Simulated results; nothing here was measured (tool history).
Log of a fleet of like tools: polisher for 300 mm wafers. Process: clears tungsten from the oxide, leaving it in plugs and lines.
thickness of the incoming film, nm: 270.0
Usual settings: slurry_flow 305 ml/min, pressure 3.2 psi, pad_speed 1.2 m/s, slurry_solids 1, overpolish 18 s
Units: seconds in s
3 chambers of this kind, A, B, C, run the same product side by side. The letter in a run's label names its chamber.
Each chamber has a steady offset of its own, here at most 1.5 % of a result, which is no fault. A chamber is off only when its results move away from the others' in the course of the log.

run,hour,slurry_flow,pressure,pad_speed,slurry_solids,overpolish,seconds
# hour 2.1: chamber B: worn pad replaced by a new one
1B,8.1,305,3.2,1.2,1,18,47.434
2C,13.5,305,3.2,1.2,1,18,47.841
3A,19,305,3.2,1.2,1,18,48.579
4B,22.7,305,3.2,1.2,1,18,47.961
# hour 23.2: chamber B: slurry tank refilled with fresh slurry and peroxide
# hour 25.8: chamber A: worn pad replaced by a new one
5C,26.4,305,3.2,1.2,1,18,48.128
6A,34.2,305,3.2,1.2,1,18,48.595
# hour 37.8: chamber B: slurry nozzle cleaned
7A,38.1,305,3.2,1.2,1,18,48.3
# hour 38.2: chamber A: slurry tank refilled with fresh slurry and peroxide
8B,42.6,305,3.2,1.2,1,18,47.892
# hour 45.9: chamber A: slurry blender recalibrated
9C,49.5,305,3.2,1.2,1,18,47.429
# hour 55.6: chamber C: slurry tank refilled with fresh slurry and peroxide
10B,55.7,305,3.2,1.42,1,18,40.28
11C,61.9,305,3.2,1.42,1,18,40.86
12A,65.5,305,3.2,1.42,1,18,40.447
# hour 67.8: chamber B: worn pad replaced by a new one
13C,73.2,305,3.2,1.2,1,18,48.852
14A,78.7,305,3.2,1.2,1,18,46.62
# hour 81.3: chamber C: slurry nozzle cleaned
15B,82.7,305,3.2,1.2,1,18,46.963
16A,88.2,305,3.2,1.2,1,18,46.765
17C,94.4,305,3.2,1.2,1,18,48.07
18B,101.7,305,3.2,1.2,1,18,47.325
19C,108.2,305,3.2,1.2,1,18,48.716
# hour 108.4: chamber A: worn pad replaced by a new one
20B,113.7,305,3.2,1.2,1,18,48.247
21A,120,250,3.2,1.2,0.7,18,50.794
# hour 120.5: chamber C: slurry tank refilled with fresh slurry and peroxide
22B,123.9,250,3.2,1.2,0.7,18,53.126
23A,130.3,250,3.2,1.2,0.7,18,50.752
# hour 133.5: chamber B: head pressure recalibrated
# hour 134.5: chamber B: worn pad replaced by a new one
24C,135.8,305,3.2,1.2,1,18,48.17
25C,142.6,305,3.2,1.2,1,18,48.034
26B,149.6,305,3.2,0.94,1,18,60.081
# hour 150.7: chamber C: worn pad replaced by a new one
27A,154.9,305,3.2,0.94,1,18,58.048
28B,159.8,305,3.2,0.94,1,18,60.909
29C,165.2,305,3.2,1.2,1,18,48.518

Is one chamber off against the others, does the gauge drift, or is nothing wrong? If a chamber is off, say which, and what the likeliest cause is.

Chamber A drifts away from the others.
Cause: head's pressure above its setpoint, % = 7.74.

Here are 4 candidates for chamber A's next run, each the usual settings with a change, their results left as question marks. Which one brings its results back in line with what the others give on the usual settings?
In line means no further than this from the other chambers' mean on the usual settings: seconds 1.4 s
30A-1,171.2,305,3,1.12,1,18,?
30A-2,171.2,305,3.4,1.28,1,18,?
30A-3,171.2,305,3.1,1.16,1,18,?
30A-4,171.2,305,3.3,1.24,1,18,?

The other chambers' mean on the usual settings: seconds 48.097 s
run,seconds
30A-1,51.021
30A-2,39.238
30A-3,47.621
30A-4,41.768
30A-3 brings the chamber back in line.
